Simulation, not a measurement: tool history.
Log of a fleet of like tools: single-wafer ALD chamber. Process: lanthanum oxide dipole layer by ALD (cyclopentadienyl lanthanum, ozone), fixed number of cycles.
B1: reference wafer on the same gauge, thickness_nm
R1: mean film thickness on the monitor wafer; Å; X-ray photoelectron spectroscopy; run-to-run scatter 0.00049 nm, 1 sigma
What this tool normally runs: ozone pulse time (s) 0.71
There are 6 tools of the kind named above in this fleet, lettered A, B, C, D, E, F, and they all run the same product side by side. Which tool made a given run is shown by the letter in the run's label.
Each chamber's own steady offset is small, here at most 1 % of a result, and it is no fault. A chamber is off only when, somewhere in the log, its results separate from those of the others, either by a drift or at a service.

run 1C hour=8 | ozone_pulse_time_(s)=0.71 | B1=0.35102 | R1=4.3876
run 2A hour=14.6 | ozone_pulse_time_(s)=0.71 | B1=0.35105 | R1=4.3879
run 3B hour=25.7 | ozone_pulse_time_(s)=0.71 | B1=0.35118 | R1=4.3588
run 4E hour=32.8 | ozone_pulse_time_(s)=0.71 | B1=0.351 | R1=4.3812
run 5F hour=43.4 | ozone_pulse_time_(s)=0.71 | B1=0.35113 | R1=4.4071
-- hour=52.4 chamber B: thermocouple changed; heater temperature recalibrated
run 6D hour=53.5 | ozone_pulse_time_(s)=0.71 | B1=0.35111 | R1=4.3847
run 7A hour=66.9 | ozone_pulse_time_(s)=0.71 | B1=0.35138 | R1=4.383
run 8D hour=76.2 | ozone_pulse_time_(s)=0.71 | B1=0.35128 | R1=4.3788
run 9F hour=84.8 | ozone_pulse_time_(s)=0.71 | B1=0.35131 | R1=4.4025
run 10E hour=95.5 | ozone_pulse_time_(s)=0.49 | B1=0.35129 | R1=3.6234
-- hour=103.1 chamber A: ozone generator serviced
run 11C hour=107.5 | ozone_pulse_time_(s)=0.49 | B1=0.3514 | R1=3.6219
run 12B hour=119.9 | ozone_pulse_time_(s)=0.49 | B1=0.35153 | R1=3.5828
run 13B hour=129.9 | ozone_pulse_time_(s)=0.49 | B1=0.3515 | R1=3.5822
run 14D hour=137.2 | ozone_pulse_time_(s)=0.49 | B1=0.35153 | R1=3.6276
run 15C hour=144 | ozone_pulse_time_(s)=0.49 | B1=0.3515 | R1=3.6273
run 16F hour=153.9 | ozone_pulse_time_(s)=0.71 | B1=0.35166 | R1=4.4071
run 17E hour=164.7 | ozone_pulse_time_(s)=0.71 | B1=0.35164 | R1=4.3813
run 18A hour=173.4 | ozone_pulse_time_(s)=0.71 | B1=0.35161 | R1=4.3791
run 19C hour=186.9 | ozone_pulse_time_(s)=0.71 | B1=0.3517 | R1=4.3993
run 20F hour=196.2 | ozone_pulse_time_(s)=0.71 | B1=0.35182 | R1=4.411
run 21E hour=209.9 | ozone_pulse_time_(s)=0.71 | B1=0.35186 | R1=4.3959
-- hour=211 chamber E: thermocouple changed; heater temperature recalibrated
run 22B hour=218.5 | ozone_pulse_time_(s)=0.71 | B1=0.35178 | R1=4.3734
run 23A hour=224.7 | ozone_pulse_time_(s)=0.71 | B1=0.35183 | R1=4.3923
run 24D hour=233.9 | ozone_pulse_time_(s)=0.71 | B1=0.35185 | R1=4.385
run 25D hour=240.1 | ozone_pulse_time_(s)=0.71 | B1=0.35185 | R1=4.3858
run 26F hour=252 | ozone_pulse_time_(s)=0.71 | B1=0.35202 | R1=4.4074
run 27C hour=261.9 | ozone_pulse_time_(s)=0.71 | B1=0.35198 | R1=4.4086
-- hour=268 chamber C: ozone generator serviced
run 28A hour=268.9 | ozone_pulse_time_(s)=0.71 | B1=0.352 | R1=4.3927
run 29B hour=279.6 | ozone_pulse_time_(s)=0.71 | B1=0.35206 | R1=4.3725
run 30E hour=292.6 | ozone_pulse_time_(s)=0.71 | B1=0.35199 | R1=4.3905
run 31A hour=300.3 | ozone_pulse_time_(s)=0.71 | B1=0.35218 | R1=4.3886
run 32C hour=309.7 | ozone_pulse_time_(s)=0.71 | B1=0.35218 | R1=4.4022
run 33F hour=318.3 | ozone_pulse_time_(s)=0.71 | B1=0.35213 | R1=4.4161
run 34D hour=326.2 | ozone_pulse_time_(s)=0.71 | B1=0.3522 | R1=4.3922
run 35B hour=339.5 | ozone_pulse_time_(s)=0.71 | B1=0.35231 | R1=4.3665
run 36E hour=352.1 | ozone_pulse_time_(s)=0.71 | B1=0.35226 | R1=4.3868
run 37D hour=359.2 | ozone_pulse_time_(s)=0.71 | B1=0.35236 | R1=4.3992
run 38C hour=368.4 | ozone_pulse_time_(s)=0.43 | B1=0.35246 | R1=3.361
run 39F hour=374.7 | ozone_pulse_time_(s)=0.43 | B1=0.35238 | R1=3.3646
run 40B hour=383.7 | ozone_pulse_time_(s)=0.43 | B1=0.35236 | R1=3.3043
run 41A hour=392.5 | ozone_pulse_time_(s)=0.43 | B1=0.35243 | R1=3.3416
run 42E hour=401.8 | ozone_pulse_time_(s)=0.43 | B1=0.35257 | R1=3.3526
run 43E hour=412.7 | ozone_pulse_time_(s)=0.43 | B1=0.3526 | R1=3.3583

What goes on in this fleet: one chamber off, a drifting gauge, or nothing beyond the chambers' own small offsets? Name the chamber and the cause, if any.

Gauge drift. The chambers move together only on paper, and none stands off.
Likeliest cause: gauge reads high (%) = 0.456.
